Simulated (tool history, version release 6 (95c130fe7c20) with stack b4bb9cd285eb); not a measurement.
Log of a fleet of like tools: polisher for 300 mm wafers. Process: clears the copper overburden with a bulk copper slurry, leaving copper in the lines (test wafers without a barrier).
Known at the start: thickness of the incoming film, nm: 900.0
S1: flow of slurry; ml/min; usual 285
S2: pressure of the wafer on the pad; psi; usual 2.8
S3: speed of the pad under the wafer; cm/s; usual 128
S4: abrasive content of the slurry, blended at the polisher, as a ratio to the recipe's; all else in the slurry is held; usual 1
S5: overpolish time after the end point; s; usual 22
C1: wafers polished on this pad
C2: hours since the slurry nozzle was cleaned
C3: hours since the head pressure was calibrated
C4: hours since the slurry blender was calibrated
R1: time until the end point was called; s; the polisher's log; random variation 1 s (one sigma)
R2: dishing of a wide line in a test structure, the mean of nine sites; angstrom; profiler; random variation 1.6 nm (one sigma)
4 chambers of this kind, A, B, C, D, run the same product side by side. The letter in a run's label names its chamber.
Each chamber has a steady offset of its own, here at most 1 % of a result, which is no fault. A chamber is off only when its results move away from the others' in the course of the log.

run,day,S1,S2,S3,S4,S5,C1,C2,C3,C4,R1,R2
1A,0.188,285,2.8,128,1,22,389,422.9,459.3,199.7,92.5,966.93
2C,0.346,285,2.8,128,1,22,107,698.3,517.4,225.3,88.899,982.14
3D,0.508,285,2.8,128,1,22,780,154.1,59.5,51.9,90.988,973.62
4B,0.629,285,2.8,128,1,22,164,150,953.9,335.2,90.48,984.37
5B,0.775,285,2.8,128,1,22,188,153.5,957.4,338.7,91.053,970.65
6A,0.883,285,2.8,128,1,22,504,439.6,476,216.4,92.377,956.48
7D,1.017,285,2.8,128,1,22,865,166.3,71.7,64.1,90.49,950.44
8C,1.196,285,2.8,128,1,22,248,718.7,537.8,245.7,89.64,961.37
9C,1.358,285,2.8,128,1,22,275,722.6,541.7,249.6,89.537,952.34
# day 1.442: chamber A: worn pad replaced by a new one
10D,1.525,285,2.8,128,0.75,22,949,178.5,83.9,76.3,95.267,934.13
11A,1.638,285,2.8,128,0.75,22,32,457.7,494.1,234.5,97.392,950.36
12B,1.779,285,2.8,128,0.75,22,354,177.6,981.5,362.8,94.99,963.07
# day 1.833: chamber D: worn pad replaced by a new one
13A,1.908,285,2.8,128,0.75,22,77,464.2,500.6,241,99.283,905.96
14D,2.012,285,2.3,162,1,22,29,190.2,95.6,88,87.663,967.74
15C,2.133,285,2.3,162,1,22,403,741.2,560.3,268.2,85.968,934.85
16B,2.262,285,2.3,162,1,22,434,189.2,993.1,374.4,87.164,981.05
17B,2.354,285,2.3,162,1,22,449,191.4,995.3,376.6,87.4,963.49
# day 2.421: chamber A: slurry blender recalibrated
18C,2.467,285,2.8,128,1,22,458,749.2,568.3,276.2,90.275,961.25
19A,2.65,285,2.8,128,1,22,200,482,518.4,5.6,92.944,951.23
20D,2.842,235,2.8,128,1,31,167,210.1,115.5,107.9,93.189,1079
21C,2.946,235,2.8,128,1,31,538,760.7,579.8,287.7,90.913,1139.4
22D,3.079,235,2.8,128,1,31,206,215.8,121.2,113.6,92.654,1111.1
23A,3.242,235,2.8,128,1,31,298,496.2,532.6,19.8,100.89,1080.4
24B,3.35,285,2.8,128,1,22,614,215.3,1019.2,400.5,90.753,963.64

What goes on in this fleet: one chamber off, a drifting gauge, or nothing beyond the chambers' own small offsets? Name the chamber and the cause, if any.

Chamber A drifts away from the others.
Cause: slurry flow missing at the pad, % = 40.9.
The log may not tell that from: head's pressure below its setpoint, %.

Here are 4 candidates for chamber A's next run, each the usual settings with a change, their results left as question marks. Which one brings its results back in line with what the others give on the usual settings?
In line means no further than this from the other chambers' mean on the usual settings: R1 3.6 s; R2 56 angstrom
25A-1,3.496,280,2.6,120,1,22,,,,,?,?
25A-2,3.496,290,3,138,1,21,,,,,?,?
25A-3,3.496,285,2.7,124,1,22,,,,,?,?
25A-4,3.496,285,2.9,132,1,22,,,,,?,?

The other chambers' mean on the usual settings: R1 90.423 s; R2 969.71 angstrom
run,R1,R2
25A-1,112.63,850.25
25A-2,84.361,984.66
25A-3,104.64,889.69
25A-4,91.486,963.16
25A-4 brings the chamber back in line.
